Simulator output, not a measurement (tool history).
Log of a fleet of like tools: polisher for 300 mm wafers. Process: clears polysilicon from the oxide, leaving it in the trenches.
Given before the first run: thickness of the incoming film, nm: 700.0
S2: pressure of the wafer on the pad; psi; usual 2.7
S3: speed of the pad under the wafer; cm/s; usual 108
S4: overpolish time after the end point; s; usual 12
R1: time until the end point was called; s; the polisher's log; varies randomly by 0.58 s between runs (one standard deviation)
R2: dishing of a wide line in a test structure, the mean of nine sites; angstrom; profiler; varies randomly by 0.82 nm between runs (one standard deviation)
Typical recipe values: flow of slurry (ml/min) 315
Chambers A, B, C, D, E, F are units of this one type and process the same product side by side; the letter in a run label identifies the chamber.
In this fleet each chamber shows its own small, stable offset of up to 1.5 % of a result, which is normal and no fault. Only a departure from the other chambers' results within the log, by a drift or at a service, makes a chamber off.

run 1B day=0.154 | flow_of_slurry_(ml/min)=315 S2=2.7 S3=108 S4=12 | R1=53.274 R2=397.67
run 2E day=0.412 | flow_of_slurry_(ml/min)=315 S2=2.7 S3=108 S4=12 | R1=51.621 R2=395.87
-- day=0.542 chamber F: worn pad replaced by a new one
run 3C day=0.654 | flow_of_slurry_(ml/min)=315 S2=2.7 S3=108 S4=12 | R1=51.731 R2=392.73
-- day=0.812 chamber C: worn pad replaced by a new one
run 4D day=0.871 | flow_of_slurry_(ml/min)=315 S2=2.7 S3=108 S4=12 | R1=52.398 R2=396.31
-- day=0.883 chamber B: head pressure recalibrated
run 5F day=1.046 | flow_of_slurry_(ml/min)=315 S2=2.7 S3=108 S4=12 | R1=51.413 R2=389.55
run 6A day=1.292 | flow_of_slurry_(ml/min)=315 S2=2.7 S3=90 S4=12 | R1=63.442 R2=386.32
-- day=1.521 chamber B: worn pad replaced by a new one
run 7E day=1.525 | flow_of_slurry_(ml/min)=315 S2=2.7 S3=90 S4=12 | R1=62.748 R2=388.06
run 8A day=1.738 | flow_of_slurry_(ml/min)=315 S2=2.7 S3=90 S4=12 | R1=62.489 R2=369.47
-- day=1.908 chamber D: worn pad replaced by a new one
run 9B day=1.929 | flow_of_slurry_(ml/min)=315 S2=2.7 S3=90 S4=12 | R1=60.781 R2=388.27
run 10C day=2.129 | flow_of_slurry_(ml/min)=315 S2=2.7 S3=90 S4=12 | R1=61.757 R2=383.53
run 11F day=2.354 | flow_of_slurry_(ml/min)=315 S2=2.7 S3=90 S4=12 | R1=61.605 R2=386.54
-- day=2.392 chamber A: worn pad replaced by a new one
run 12D day=2.592 | flow_of_slurry_(ml/min)=315 S2=2.7 S3=108 S4=12 | R1=51.702 R2=386.29
-- day=2.712 chamber E: worn pad replaced by a new one
run 13E day=2.712 | flow_of_slurry_(ml/min)=315 S2=2.7 S3=108 S4=12 | R1=50.806 R2=389.84
run 14F day=2.854 | flow_of_slurry_(ml/min)=315 S2=2.7 S3=126 S4=6 | R1=44.621 R2=352.47
-- day=2.879 chamber F: worn pad replaced by a new one
run 15B day=3.117 | flow_of_slurry_(ml/min)=315 S2=2.7 S3=126 S4=6 | R1=43.834 R2=365.76
run 16C day=3.250 | flow_of_slurry_(ml/min)=315 S2=2.7 S3=126 S4=6 | R1=44.013 R2=372.61
run 17A day=3.450 | flow_of_slurry_(ml/min)=315 S2=2.7 S3=126 S4=6 | R1=46.087 R2=365.92
run 18D day=3.679 | flow_of_slurry_(ml/min)=315 S2=2.7 S3=126 S4=6 | R1=44.489 R2=358.62
-- day=3.871 chamber C: worn pad replaced by a new one
run 19B day=3.921 | flow_of_slurry_(ml/min)=315 S2=2.7 S3=126 S4=6 | R1=44.112 R2=359.62
run 20D day=4.079 | flow_of_slurry_(ml/min)=315 S2=2.7 S3=108 S4=12 | R1=52.362 R2=395.24
-- day=4.275 chamber D: worn pad replaced by a new one
run 21E day=4.329 | flow_of_slurry_(ml/min)=315 S2=2.7 S3=108 S4=12 | R1=51.418 R2=396.00
run 22F day=4.600 | flow_of_slurry_(ml/min)=315 S2=2.7 S3=108 S4=12 | R1=51.749 R2=388.41
-- day=4.767 chamber A: head pressure recalibrated
run 23A day=4.871 | flow_of_slurry_(ml/min)=315 S2=2.7 S3=108 S4=12 | R1=51.763 R2=397.99
run 24C day=5.004 | flow_of_slurry_(ml/min)=315 S2=2.7 S3=108 S4=12 | R1=51.532 R2=402.51
-- day=5.200 chamber F: worn pad replaced by a new one
run 25A day=5.258 | flow_of_slurry_(ml/min)=315 S2=2.7 S3=108 S4=12 | R1=52.113 R2=399.41
run 26E day=5.492 | flow_of_slurry_(ml/min)=315 S2=2.7 S3=108 S4=12 | R1=52.042 R2=400.04
run 27B day=5.742 | flow_of_slurry_(ml/min)=420 S2=2.7 S3=108 S4=12 | R1=51.215 R2=400.47
-- day=5.900 chamber B: worn pad replaced by a new one
run 28D day=6.012 | flow_of_slurry_(ml/min)=420 S2=2.7 S3=108 S4=12 | R1=51.328 R2=398.76
run 29C day=6.179 | flow_of_slurry_(ml/min)=420 S2=2.7 S3=108 S4=12 | R1=51.480 R2=388.13
-- day=6.275 chamber E: worn pad replaced by a new one
run 30F day=6.450 | flow_of_slurry_(ml/min)=420 S2=2.7 S3=108 S4=12 | R1=49.567 R2=387.34
run 31E day=6.671 | flow_of_slurry_(ml/min)=420 S2=2.7 S3=108 S4=12 | R1=50.480 R2=394.86
-- day=6.821 chamber D: worn pad replaced by a new one
run 32D day=6.929 | flow_of_slurry_(ml/min)=420 S2=2.7 S3=108 S4=12 | R1=51.661 R2=397.32
-- day=7.067 chamber F: worn pad replaced by a new one
run 33F day=7.071 | flow_of_slurry_(ml/min)=315 S2=2.7 S3=108 S4=12 | R1=50.779 R2=403.07
-- day=7.142 chamber A: worn pad replaced by a new one
-- day=7.188 chamber C: worn pad replaced by a new one
run 34B day=7.254 | flow_of_slurry_(ml/min)=315 S2=2.7 S3=84 S4=7 | R1=64.875 R2=336.35
-- day=7.454 chamber A: slurry nozzle cleaned
run 35A day=7.462 | flow_of_slurry_(ml/min)=315 S2=2.7 S3=84 S4=7 | R1=67.045 R2=337.27
run 36C day=7.725 | flow_of_slurry_(ml/min)=315 S2=2.7 S3=84 S4=7 | R1=66.547 R2=335.95
run 37B day=7.892 | flow_of_slurry_(ml/min)=315 S2=2.7 S3=84 S4=7 | R1=65.326 R2=342.52
run 38A day=8.158 | flow_of_slurry_(ml/min)=315 S2=2.7 S3=84 S4=7 | R1=66.593 R2=322.01
run 39F day=8.350 | flow_of_slurry_(ml/min)=315 S2=2.7 S3=84 S4=7 | R1=65.116 R2=330.90

Decide between three cases: one chamber stands off from its peers, the gauge reading all wafers drifts, or nothing is wrong past each chamber's small offset. Where a chamber is off, say which and what most likely put it there.

The fleet is healthy, with each chamber sitting at its usual small offset and no drift in the gauge.
